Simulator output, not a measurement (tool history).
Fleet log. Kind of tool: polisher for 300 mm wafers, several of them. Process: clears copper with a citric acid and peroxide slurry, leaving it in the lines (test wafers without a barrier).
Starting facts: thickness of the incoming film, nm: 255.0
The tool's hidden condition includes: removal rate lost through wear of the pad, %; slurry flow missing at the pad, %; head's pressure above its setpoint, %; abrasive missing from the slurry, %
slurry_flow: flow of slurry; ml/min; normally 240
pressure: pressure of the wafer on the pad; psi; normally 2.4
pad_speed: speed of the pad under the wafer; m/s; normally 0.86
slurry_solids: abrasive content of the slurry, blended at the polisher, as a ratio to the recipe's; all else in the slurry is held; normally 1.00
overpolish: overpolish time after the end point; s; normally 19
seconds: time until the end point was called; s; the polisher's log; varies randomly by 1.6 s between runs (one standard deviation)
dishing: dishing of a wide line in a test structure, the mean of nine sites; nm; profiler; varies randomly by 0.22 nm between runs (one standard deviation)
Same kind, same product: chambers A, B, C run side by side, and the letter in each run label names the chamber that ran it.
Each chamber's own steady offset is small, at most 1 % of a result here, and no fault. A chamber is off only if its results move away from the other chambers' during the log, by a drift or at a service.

run   hour  slurry_flow  pressure  pad_speed  slurry_solids  overpolish  wafers polished on this pad  hours since the slurry nozzle was cleaned  hours since the head pressure was calibrated  hours since the slurry blender was calibrated  seconds  dishing
 1B    6.5          240       2.4       0.86           1.00          19                          247                                      638.2                                        1096.9                                          262.0   151.47   19.304
       9.2  -- chamber B: slurry blender recalibrated
 2C   11.2          240       2.4       0.86           1.00          19                          887                                      244.8                                         817.0                                           94.8   147.77   19.082
 3A   19.4          240       2.4       0.86           1.00          19                          668                                      205.6                                         471.1                                           89.5   147.86   19.039
      21.2  -- chamber A: worn pad replaced by a new one
 4C   25.7          240       2.4       0.86           1.00          19                         1005                                      259.3                                         831.5                                          109.3   147.79   18.777
 5B   35.4          240       2.4       0.86           1.00          19                          483                                      667.1                                        1125.8                                           26.3   148.61   19.349
 6A   43.3          190       3.0       0.86           1.00          19                          180                                      229.5                                         495.0                                          113.4   121.45   21.857
      48.4  -- chamber C: worn pad replaced by a new one
 7C   49.3          190       3.0       0.86           1.00          19                            7                                      282.9                                         855.1                                          132.9   126.08   21.560
 8B   57.1          190       3.0       0.86           1.00          19                          659                                      688.8                                        1147.5                                           48.0   124.23   22.083
 9A   65.7          240       2.4       0.86           1.00          19                          362                                      251.9                                         517.4                                          135.8   149.29   18.940
      65.8  -- chamber B: worn pad replaced by a new one
10C   73.3          240       2.4       0.86           1.00          19                          202                                      306.9                                         879.1                                          156.9   149.11   19.036
11A   82.9          240       2.4       0.86           1.00          19                          502                                      269.1                                         534.6                                          153.0   146.33   19.175
12B   89.9          240       2.4       0.86           1.00          19                          196                                      721.6                                        1180.3                                           80.8   149.99   19.186
13B   98.1          240       2.4       0.86           1.00          19                          262                                      729.8                                        1188.5                                           89.0   147.21   19.732
      99.4  -- chamber A: slurry nozzle cleaned
     101.3  -- chamber A: worn pad replaced by a new one
14A  102.5          240       2.4       0.86           1.00          19                           10                                        3.2                                         554.2                                          172.6   149.25   19.149
15C  110.2          240       2.4       0.86           1.00          19                          503                                      343.8                                         916.0                                          193.8   155.27   19.026
16B  115.0          240       2.4       0.86           1.00          19                          400                                      746.7                                        1205.4                                          105.9   145.75   19.459
17C  119.7          240       2.4       0.86           1.00          19                          580                                      353.3                                         925.5                                          203.3   154.40   19.089
18A  125.2          240       2.4       0.86           1.00          19                          195                                       25.9                                         576.9                                          195.3   150.07   18.872
19C  135.2          240       2.4       0.86           1.00          19                          706                                      368.8                                         941.0                                          218.8   153.79   19.123
20A  142.1          240       2.4       0.86           1.00          19                          332                                       42.8                                         593.8                                          212.2   149.09   18.797
21B  146.5          240       2.4       0.86           1.00          19                          656                                      778.2                                        1236.9                                          137.4   151.23   19.040
22A  154.6          240       2.4       0.86           1.00          19                          434                                       55.3                                         606.3                                          224.7   149.01   18.904
     156.1  -- chamber A: slurry blender recalibrated
     159.8  -- chamber B: worn pad replaced by a new one
23C  164.2          240       2.4       0.86           1.00          19                          942                                      397.8                                         970.0                                          247.8   153.48   18.708
24B  168.8          320       2.4       0.86           1.00          27                           73                                      800.5                                        1259.2                                          159.7   144.45   24.982
25A  176.3          320       2.4       0.86           1.00          27                          610                                       77.0                                         628.0                                           20.2   143.96   24.868
     183.1  -- chamber C: slurry blender recalibrated
26C  185.4          320       2.4       0.86           1.00          27                         1115                                      419.0                                         991.2                                            2.4   148.62   24.069
27B  193.4          240       2.4       0.86           1.00          19                          273                                      825.1                                        1283.8                                          184.3   150.70   19.507
28A  202.6          240       2.4       0.56           1.00          19                          824                                      103.3                                         654.3                                           46.5   221.55   13.937
29C  207.9          240       2.4       0.56           1.00          19                         1298                                      441.5                                        1013.7                                           24.9   238.40   13.339
     208.3  -- chamber A: worn pad replaced by a new one
     208.5  -- chamber C: worn pad replaced by a new one
30B  212.7          240       2.4       0.56           1.00          19                          430                                      844.4                                        1303.1                                          203.6   224.97   14.061
31B  220.1          240       2.4       0.86           1.15          19                          490                                      851.8                                        1310.5                                          211.0   143.21   19.369
32C  227.9          240       2.4       0.86           1.15          19                          158                                      461.5                                        1033.7                                           44.9   154.22   19.119
33A  234.1          240       2.4       0.86           1.15          19                          210                                      134.8                                         685.8                                           78.0   144.75   19.417

Which is it: a chamber that has drifted or been left off by a service, a gauge drift common to all chambers, or only each chamber's usual small offset? If a chamber is off, name it and its likeliest cause.

One chamber, C, drifts off from the rest bit by bit.
Likeliest cause: slurry flow missing at the pad, % = 39.1.
It could be hard to tell apart here from: head's pressure below its setpoint, %.

Below are 4 candidate recipes for chamber C's next run, each the usual settings with a change, their results shown as question marks. Which of them brings C's results back in line with what the other chambers give on the usual settings?
A result is in line if it is within this distance of the other chambers' mean on the usual settings: seconds 5.70 s; dishing 0.750 nm
34C-1  241.3          240       2.5       0.90           1.00          19                                                                                                                                                                             ?        ?
34C-2  241.3          240       2.3       0.82           1.00          19                                                                                                                                                                             ?        ?
34C-3  241.3          245       2.6       0.94           1.00          19                                                                                                                                                                             ?        ?
34C-4  241.3          235       2.2       0.80           1.00          19                                                                                                                                                                             ?        ?

Mean of the other chambers on the usual settings: seconds 148.70 s; dishing 19.191 nm
  run  seconds  dishing
34C-1   146.02   19.418
34C-2   173.58   17.076
34C-3   134.13   20.630
34C-4   186.40   16.160
With 34C-1, the chamber falls back in line with the rest.
